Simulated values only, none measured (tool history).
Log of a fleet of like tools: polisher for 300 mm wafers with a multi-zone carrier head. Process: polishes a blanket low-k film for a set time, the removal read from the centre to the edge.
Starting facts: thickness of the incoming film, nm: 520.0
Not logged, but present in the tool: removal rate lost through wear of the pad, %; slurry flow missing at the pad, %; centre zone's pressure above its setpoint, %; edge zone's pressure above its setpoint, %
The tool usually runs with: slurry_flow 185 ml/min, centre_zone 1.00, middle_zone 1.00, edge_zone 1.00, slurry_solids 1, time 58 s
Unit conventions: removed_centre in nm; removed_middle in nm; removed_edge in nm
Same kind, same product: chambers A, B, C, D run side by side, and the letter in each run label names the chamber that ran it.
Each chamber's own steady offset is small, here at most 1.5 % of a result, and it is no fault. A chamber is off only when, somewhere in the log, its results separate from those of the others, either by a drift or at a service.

| run | hour | slurry_flow | centre_zone | middle_zone | edge_zone | slurry_solids | time | wafers polished on this pad | hours since the slurry nozzle was cleaned | hours since the centre zone pressure was calibrated | hours since the edge zone pressure was calibrated | removed_centre | removed_middle | removed_edge |
|---|---|---|---|---|---|---|---|---|---|---|---|---|---|---|
| 1C | 2.2 | 185 | 1.00 | 1.00 | 1.00 | 1 | 58 | 246 | 724.7 | 818.5 | 729.8 | 25.488 | 25.170 | 25.967 |
| 2D | 6.8 | 185 | 1.00 | 1.00 | 1.00 | 1 | 58 | 703 | 101.7 | 207.8 | 1130.1 | 25.218 | 25.440 | 25.642 |
|  | 8.8 | chamber A: edge zone pressure recalibrated |
| 3A | 11.3 | 185 | 1.00 | 1.00 | 1.00 | 1 | 58 | 913 | 255.4 | 354.0 | 2.6 | 25.288 | 25.260 | 25.183 |
| 4B | 13.8 | 185 | 1.00 | 1.00 | 1.00 | 1 | 58 | 1183 | 582.7 | 961.0 | 716.2 | 25.471 | 25.042 | 25.390 |
|  | 15.2 | chamber A: worn pad replaced by a new one |
| 5C | 16.8 | 185 | 1.00 | 1.00 | 1.00 | 1 | 58 | 382 | 739.3 | 833.1 | 744.4 | 25.626 | 25.436 | 26.218 |
|  | 18.6 | chamber B: worn pad replaced by a new one |
| 6A | 20.3 | 185 | 1.00 | 1.00 | 1.00 | 1 | 58 | 48 | 264.4 | 363.0 | 11.6 | 24.943 | 25.303 | 25.196 |
|  | 21.8 | chamber C: centre zone pressure recalibrated |
| 7D | 23.6 | 185 | 1.08 | 1.00 | 0.93 | 1 | 58 | 859 | 118.5 | 224.6 | 1146.9 | 26.839 | 25.570 | 23.963 |
| 8B | 26.5 | 185 | 1.08 | 1.00 | 0.93 | 1 | 58 | 74 | 595.4 | 973.7 | 728.9 | 28.029 | 25.051 | 24.632 |
| 9A | 31.3 | 185 | 1.08 | 1.00 | 0.93 | 1 | 58 | 149 | 275.4 | 374.0 | 22.6 | 26.831 | 24.953 | 23.851 |
| 10B | 33.5 | 185 | 1.08 | 1.00 | 0.93 | 1 | 58 | 138 | 602.4 | 980.7 | 735.9 | 27.508 | 25.403 | 24.274 |
| 11D | 36.3 | 185 | 1.00 | 1.00 | 1.00 | 1 | 58 | 976 | 131.2 | 237.3 | 1159.6 | 25.556 | 25.885 | 25.197 |
|  | 38.9 | chamber D: edge zone pressure recalibrated |
| 12C | 40.8 | 185 | 1.00 | 1.00 | 1.00 | 1 | 58 | 604 | 763.3 | 19.1 | 768.4 | 25.112 | 25.489 | 25.975 |
| 13C | 45.6 | 185 | 1.00 | 1.00 | 1.00 | 1 | 58 | 648 | 768.1 | 23.9 | 773.2 | 25.553 | 24.751 | 24.948 |
|  | 48.8 | chamber B: centre zone pressure recalibrated |
| 14D | 49.6 | 185 | 1.00 | 0.90 | 1.00 | 1 | 58 | 1099 | 144.5 | 250.6 | 10.8 | 25.577 | 23.260 | 25.212 |
|  | 51.7 | chamber D: worn pad replaced by a new one |
| 15A | 53.4 | 185 | 1.00 | 0.90 | 1.00 | 1 | 58 | 354 | 297.5 | 396.1 | 44.7 | 25.069 | 22.758 | 25.107 |
| 16B | 57.2 | 185 | 1.00 | 0.90 | 1.00 | 1 | 58 | 358 | 626.1 | 8.5 | 759.6 | 25.202 | 23.288 | 25.320 |
| 17A | 60.4 | 185 | 1.00 | 0.90 | 1.00 | 1 | 58 | 419 | 304.5 | 403.1 | 51.7 | 25.552 | 22.992 | 25.096 |
| 18C | 64.6 | 185 | 1.00 | 1.00 | 1.00 | 1 | 58 | 824 | 787.1 | 42.9 | 792.2 | 25.697 | 24.795 | 25.242 |
|  | 65.6 | chamber C: worn pad replaced by a new one |
| 19D | 68.3 | 185 | 1.00 | 1.00 | 1.00 | 1 | 58 | 153 | 163.2 | 269.3 | 29.5 | 25.907 | 25.683 | 25.401 |
| 20B | 72.6 | 185 | 1.00 | 1.00 | 1.00 | 1 | 58 | 500 | 641.5 | 23.9 | 775.0 | 25.554 | 25.090 | 25.768 |
| 21A | 77.5 | 185 | 1.00 | 1.00 | 1.00 | 1 | 58 | 577 | 321.6 | 420.2 | 68.8 | 24.879 | 25.243 | 25.503 |
| 22D | 81.1 | 185 | 1.00 | 1.00 | 1.00 | 1 | 58 | 272 | 176.0 | 282.1 | 42.3 | 25.372 | 25.098 | 25.101 |
| 23C | 85.1 | 185 | 1.00 | 1.00 | 1.00 | 1 | 58 | 181 | 807.6 | 63.4 | 812.7 | 25.202 | 25.034 | 25.397 |
|  | 87.4 | chamber B: slurry nozzle cleaned |
| 24B | 89.7 | 185 | 1.00 | 1.00 | 1.00 | 1 | 58 | 659 | 2.4 | 41.0 | 792.1 | 25.069 | 25.403 | 26.184 |
| 25B | 93.1 | 185 | 1.00 | 1.00 | 1.00 | 1 | 58 | 690 | 5.8 | 44.4 | 795.5 | 25.584 | 25.099 | 25.359 |
| 26C | 96.0 | 185 | 1.00 | 1.00 | 1.00 | 1 | 58 | 282 | 818.5 | 74.3 | 823.6 | 25.379 | 25.137 | 25.642 |
| 27D | 98.8 | 185 | 1.00 | 1.00 | 1.00 | 1 | 58 | 436 | 193.7 | 299.8 | 60.0 | 25.059 | 25.469 | 25.339 |
| 28A | 103.2 | 185 | 1.08 | 0.89 | 1.00 | 1 | 58 | 815 | 347.3 | 445.9 | 94.5 | 27.218 | 22.446 | 25.377 |
| 29C | 106.2 | 185 | 1.08 | 0.89 | 1.00 | 1 | 58 | 376 | 828.7 | 84.5 | 833.8 | 27.690 | 22.353 | 25.939 |
| 30D | 110.4 | 185 | 1.08 | 0.89 | 1.00 | 1 | 58 | 543 | 205.3 | 311.4 | 71.6 | 28.137 | 23.034 | 25.185 |
| 31B | 113.4 | 185 | 1.08 | 0.89 | 1.00 | 1 | 58 | 878 | 26.1 | 64.7 | 815.8 | 27.742 | 22.641 | 25.756 |

Has any chamber moved away from the others, gradually or after a service, or does the common gauge drift, or do the chambers differ only by their own small steady offsets? State the chamber and the most likely cause if one applies.

Nothing is wrong: each chamber keeps only its own small, steady offset and the gauge holds still.

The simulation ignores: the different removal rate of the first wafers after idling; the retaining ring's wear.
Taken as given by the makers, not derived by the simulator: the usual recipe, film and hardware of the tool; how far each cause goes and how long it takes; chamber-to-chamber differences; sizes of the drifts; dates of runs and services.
